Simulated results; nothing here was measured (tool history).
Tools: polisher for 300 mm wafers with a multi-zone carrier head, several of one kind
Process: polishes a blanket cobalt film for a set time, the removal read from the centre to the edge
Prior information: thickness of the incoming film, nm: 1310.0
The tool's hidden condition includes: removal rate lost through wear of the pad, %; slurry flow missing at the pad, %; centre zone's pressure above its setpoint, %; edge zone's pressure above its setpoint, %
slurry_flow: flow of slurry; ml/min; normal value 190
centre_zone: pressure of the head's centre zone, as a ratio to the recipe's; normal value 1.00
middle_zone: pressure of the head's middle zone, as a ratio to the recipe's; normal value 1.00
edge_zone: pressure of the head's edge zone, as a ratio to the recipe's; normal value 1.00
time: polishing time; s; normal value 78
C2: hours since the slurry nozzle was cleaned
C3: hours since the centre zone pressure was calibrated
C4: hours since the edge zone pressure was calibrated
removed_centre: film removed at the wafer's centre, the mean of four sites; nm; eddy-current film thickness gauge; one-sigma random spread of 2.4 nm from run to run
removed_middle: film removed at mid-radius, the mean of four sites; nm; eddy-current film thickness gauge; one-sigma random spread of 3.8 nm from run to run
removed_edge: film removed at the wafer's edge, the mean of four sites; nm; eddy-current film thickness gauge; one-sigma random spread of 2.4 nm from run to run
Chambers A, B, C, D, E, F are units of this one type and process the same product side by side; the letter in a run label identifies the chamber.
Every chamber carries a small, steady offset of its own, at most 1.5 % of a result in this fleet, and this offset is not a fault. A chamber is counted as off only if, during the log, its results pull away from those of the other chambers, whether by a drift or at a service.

At day 0.158: chamber B: worn pad replaced by a new one.
Run 1B, day 0.275: usual settings; wafers polished on this pad 25; C2 105.7; C3 683.4; C4 300.5. Result: removed_centre 337.52 nm, removed_middle 341.91 nm, removed_edge 343.22 nm.
At day 0.496: chamber B: centre zone pressure recalibrated.
At day 0.550: chamber E: slurry nozzle cleaned.
At day 0.808: chamber E: worn pad replaced by a new one.
Run 2D, day 0.817: usual settings; wafers polished on this pad 421; C2 248.5; C3 804.4; C4 292.9. Result: removed_centre 338.80 nm, removed_middle 339.77 nm, removed_edge 335.82 nm.
At day 0.958: chamber C: worn pad replaced by a new one.
Run 3F, day 1.329: usual settings; wafers polished on this pad 682; C2 299.5; C3 300.8; C4 1160.3. Result: removed_centre 345.04 nm, removed_middle 336.55 nm, removed_edge 337.33 nm.
Run 4E, day 1.629: usual settings; wafers polished on this pad 177; C2 25.9; C3 226.9; C4 973.4. Result: removed_centre 345.07 nm, removed_middle 339.71 nm, removed_edge 340.93 nm.
At day 1.633: chamber F: centre zone pressure recalibrated.
At day 1.925: chamber C: centre zone pressure recalibrated.
Run 5A, day 1.938: usual settings; wafers polished on this pad 845; C2 554.2; C3 881.6; C4 127.6. Result: removed_centre 341.08 nm, removed_middle 337.17 nm, removed_edge 340.17 nm.
Run 6C, day 2.229: usual settings; wafers polished on this pad 274; C2 165.8; C3 7.4; C4 768.7. Result: removed_centre 342.04 nm, removed_middle 331.59 nm, removed_edge 339.73 nm.
Run 7C, day 2.546: usual settings; wafers polished on this pad 342; C2 173.4; C3 15.0; C4 776.3. Result: removed_centre 339.04 nm, removed_middle 335.60 nm, removed_edge 340.91 nm.
Run 8D, day 2.862: usual settings; wafers polished on this pad 863; C2 297.6; C3 853.5; C4 342.0. Result: removed_centre 339.49 nm, removed_middle 334.61 nm, removed_edge 336.50 nm.
Run 9E, day 3.217: usual settings but middle_zone 1.08, time 99 s; wafers polished on this pad 520; C2 64.0; C3 265.0; C4 1011.5. Result: removed_centre 439.17 nm, removed_middle 462.06 nm, removed_edge 432.45 nm.
At day 3.358: chamber D: worn pad replaced by a new one.
At day 3.408: chamber A: worn pad replaced by a new one.
Run 10B, day 3.658: usual settings but middle_zone 1.08, time 99 s; wafers polished on this pad 755; C2 186.9; C3 75.9; C4 381.7. Result: removed_centre 430.43 nm, removed_middle 455.26 nm, removed_edge 430.99 nm.
At day 3.662: chamber E: edge zone pressure recalibrated.
Run 11F, day 3.996: usual settings but middle_zone 1.08, time 99 s; wafers polished on this pad 1258; C2 363.5; C3 56.8; C4 1224.3. Result: removed_centre 434.73 nm, removed_middle 468.02 nm, removed_edge 423.09 nm.
At day 4.088: chamber B: slurry nozzle cleaned.
Run 12A, day 4.417: usual settings but middle_zone 1.08, time 99 s; wafers polished on this pad 217; C2 613.7; C3 941.1; C4 187.1. Result: removed_centre 429.44 nm, removed_middle 454.35 nm, removed_edge 436.78 nm.
At day 4.517: chamber E: worn pad replaced by a new one.
Run 13E, day 4.854: usual settings but middle_zone 1.08, time 99 s; wafers polished on this pad 73; C2 103.3; C3 304.3; C4 28.7. Result: removed_centre 437.55 nm, removed_middle 465.92 nm, removed_edge 432.40 nm.
Run 14F, day 5.146: usual settings but middle_zone 1.08, time 99 s; wafers polished on this pad 1506; C2 391.1; C3 84.4; C4 1251.9. Result: removed_centre 430.60 nm, removed_middle 466.84 nm, removed_edge 431.60 nm.
Run 15A, day 5.538: usual settings; wafers polished on this pad 459; C2 640.6; C3 968.0; C4 214.0. Result: removed_centre 341.80 nm, removed_middle 331.84 nm, removed_edge 346.46 nm.
At day 5.638: chamber A: centre zone pressure recalibrated.
At day 5.958: chamber B: worn pad replaced by a new one.
Run 16C, day 5.958: usual settings; wafers polished on this pad 1079; C2 255.3; C3 96.9; C4 858.2. Result: removed_centre 342.02 nm, removed_middle 344.52 nm, removed_edge 335.34 nm.
Run 17B, day 6.483: usual settings but slurry_flow 230 ml/min; wafers polished on this pad 113; C2 57.6; C3 143.7; C4 449.5. Result: removed_centre 348.55 nm, removed_middle 349.26 nm, removed_edge 347.79 nm.
Run 18D, day 6.838: usual settings but slurry_flow 230 ml/min; wafers polished on this pad 750; C2 393.0; C3 948.9; C4 437.4. Result: removed_centre 355.84 nm, removed_middle 347.02 nm, removed_edge 347.33 nm.
At day 6.892: chamber C: worn pad replaced by a new one.
Run 19F, day 7.279: usual settings but slurry_flow 230 ml/min; wafers polished on this pad 1966; C2 442.3; C3 135.6; C4 1303.1. Result: removed_centre 350.38 nm, removed_middle 349.30 nm, removed_edge 338.22 nm.
At day 7.583: chamber A: worn pad replaced by a new one.
Run 20D, day 7.804: usual settings but slurry_flow 230 ml/min; wafers polished on this pad 959; C2 416.2; C3 972.1; C4 460.6. Result: removed_centre 354.44 nm, removed_middle 343.31 nm, removed_edge 345.07 nm.
At day 8.162: chamber E: worn pad replaced by a new one.
Run 21E, day 8.271: usual settings but slurry_flow 230 ml/min; wafers polished on this pad 23; C2 185.3; C3 386.3; C4 110.7. Result: removed_centre 359.42 nm, removed_middle 352.60 nm, removed_edge 352.86 nm.
At day 8.508: chamber A: edge zone pressure recalibrated.
At day 8.517: chamber D: worn pad replaced by a new one.
Run 22A, day 8.712: usual settings but slurry_flow 230 ml/min; wafers polished on this pad 244; C2 716.8; C3 73.9; C4 5.0. Result: removed_centre 346.53 nm, removed_middle 351.03 nm, removed_edge 356.32 nm.
Run 23B, day 8.979: usual settings; wafers polished on this pad 651; C2 117.5; C3 203.6; C4 509.4. Result: removed_centre 341.00 nm, removed_middle 336.92 nm, removed_edge 338.48 nm.
Run 24C, day 9.438: usual settings but centre_zone 0.92, edge_zone 0.96; wafers polished on this pad 549; C2 338.8; C3 180.4; C4 941.7. Result: removed_centre 311.55 nm, removed_middle 339.83 nm, removed_edge 330.00 nm.
Run 25F, day 9.962: usual settings but centre_zone 0.92, edge_zone 0.96; wafers polished on this pad 2545; C2 506.7; C3 200.0; C4 1367.5. Result: removed_centre 306.18 nm, removed_middle 325.48 nm, removed_edge 318.62 nm.
Run 26A, day 10.438: usual settings but centre_zone 0.92, edge_zone 0.96; wafers polished on this pad 616; C2 758.2; C3 115.3; C4 46.4. Result: removed_centre 309.48 nm, removed_middle 334.79 nm, removed_edge 334.73 nm.
Run 27C, day 10.929: usual settings but centre_zone 0.92, edge_zone 0.96; wafers polished on this pad 871; C2 374.6; C3 216.2; C4 977.5. Result: removed_centre 312.98 nm, removed_middle 342.28 nm, removed_edge 333.78 nm.
At day 11.096: chamber C: edge zone pressure recalibrated.
Run 28D, day 11.396: usual settings but centre_zone 0.92, edge_zone 0.96; wafers polished on this pad 621; C2 502.4; C3 1058.3; C4 546.8. Result: removed_centre 311.81 nm, removed_middle 341.49 nm, removed_edge 331.32 nm.
At day 11.608: chamber B: worn pad replaced by a new one.
Run 29E, day 11.712: usual settings but centre_zone 0.92, edge_zone 0.96; wafers polished on this pad 766; C2 267.9; C3 468.9; C4 193.3. Result: removed_centre 311.82 nm, removed_middle 343.19 nm, removed_edge 335.80 nm.
Run 30B, day 12.054: usual settings; wafers polished on this pad 96; C2 191.3; C3 277.4; C4 583.2. Result: removed_centre 339.52 nm, removed_middle 334.68 nm, removed_edge 340.46 nm.
At day 12.117: chamber E: worn pad replaced by a new one.
At day 12.188: chamber B: slurry nozzle cleaned.
Run 31D, day 12.404: usual settings; wafers polished on this pad 839; C2 526.6; C3 1082.5; C4 571.0. Result: removed_centre 346.62 nm, removed_middle 330.83 nm, removed_edge 336.15 nm.
At day 12.433: chamber A: worn pad replaced by a new one.
At day 12.488: chamber C: worn pad replaced by a new one.
Run 32F, day 12.867: usual settings; wafers polished on this pad 3172; C2 576.4; C3 269.7; C4 1437.2. Result: removed_centre 329.99 nm, removed_middle 325.96 nm, removed_edge 324.15 nm.
Run 33C, day 13.142: usual settings; wafers polished on this pad 141; C2 427.7; C3 269.3; C4 49.2. Result: removed_centre 340.89 nm, removed_middle 338.50 nm, removed_edge 342.82 nm.
Run 34A, day 13.646: usual settings; wafers polished on this pad 262; C2 835.2; C3 192.3; C4 123.4. Result: removed_centre 340.68 nm, removed_middle 335.24 nm, removed_edge 343.23 nm.
Run 35B, day 13.933: usual settings but centre_zone 0.95; wafers polished on this pad 501; C2 42.0; C3 322.5; C4 628.3. Result: removed_centre 320.72 nm, removed_middle 341.33 nm, removed_edge 343.58 nm.
Run 36E, day 14.454: usual settings but centre_zone 0.95; wafers polished on this pad 505; C2 333.7; C3 534.7; C4 259.1. Result: removed_centre 320.69 nm, removed_middle 346.82 nm, removed_edge 343.10 nm.
Run 37B, day 14.800: usual settings but centre_zone 0.95; wafers polished on this pad 688; C2 62.8; C3 343.3; C4 649.1. Result: removed_centre 320.15 nm, removed_middle 337.84 nm, removed_edge 338.59 nm.
Run 38E, day 15.038: usual settings but centre_zone 0.95; wafers polished on this pad 630; C2 347.7; C3 548.7; C4 273.1. Result: removed_centre 325.94 nm, removed_middle 343.89 nm, removed_edge 348.29 nm.
Run 39F, day 15.542: usual settings but centre_zone 0.95; wafers polished on this pad 3749; C2 640.6; C3 333.9; C4 1501.4. Result: removed_centre 302.49 nm, removed_middle 322.92 nm, removed_edge 321.53 nm.

What goes on in this fleet: one chamber off, a drifting gauge, or nothing beyond the chambers' own small offsets? Name the chamber and the cause, if any.

One chamber, F, drifts off from the rest bit by bit.
Cause: removal rate lost through wear of the pad, % = 6.11.
Not necessarily distinguishable in this log from: slurry flow missing at the pad, %.

Here are 4 candidates for chamber F's next run, each the usual settings with a change, their results left as question marks. Which one brings its results back in line with what the others give on the usual settings?
Counts as in line when no further than this from what the other chambers average on the usual settings: removed_centre 8.50 nm; removed_middle 13.00 nm; removed_edge 8.30 nm
Run 40F-1, day 15.929: usual settings but centre_zone 0.99, middle_zone 0.99, edge_zone 1.01, time 83 s. Result: removed_centre ?, removed_middle ?, removed_edge ?.
Run 40F-2, day 15.929: usual settings but time 76 s. Result: removed_centre ?, removed_middle ?, removed_edge ?.
Run 40F-3, day 15.929: usual settings but time 80 s. Result: removed_centre ?, removed_middle ?, removed_edge ?.
Run 40F-4, day 15.929: usual settings but centre_zone 1.01, middle_zone 1.01, edge_zone 0.99, time 73 s. Result: removed_centre ?, removed_middle ?, removed_edge ?.

Other chambers, usual settings, mean: removed_centre 340.85 nm; removed_middle 338.84 nm; removed_edge 341.04 nm
  run  removed_centre  removed_middle  removed_edge
40F-1          339.52          336.73        339.43
40F-2          314.32          311.16        309.12
40F-3          330.86          327.54        325.39
40F-4          305.21          301.60        295.30
40F-1 puts the chamber back in line with the other chambers.
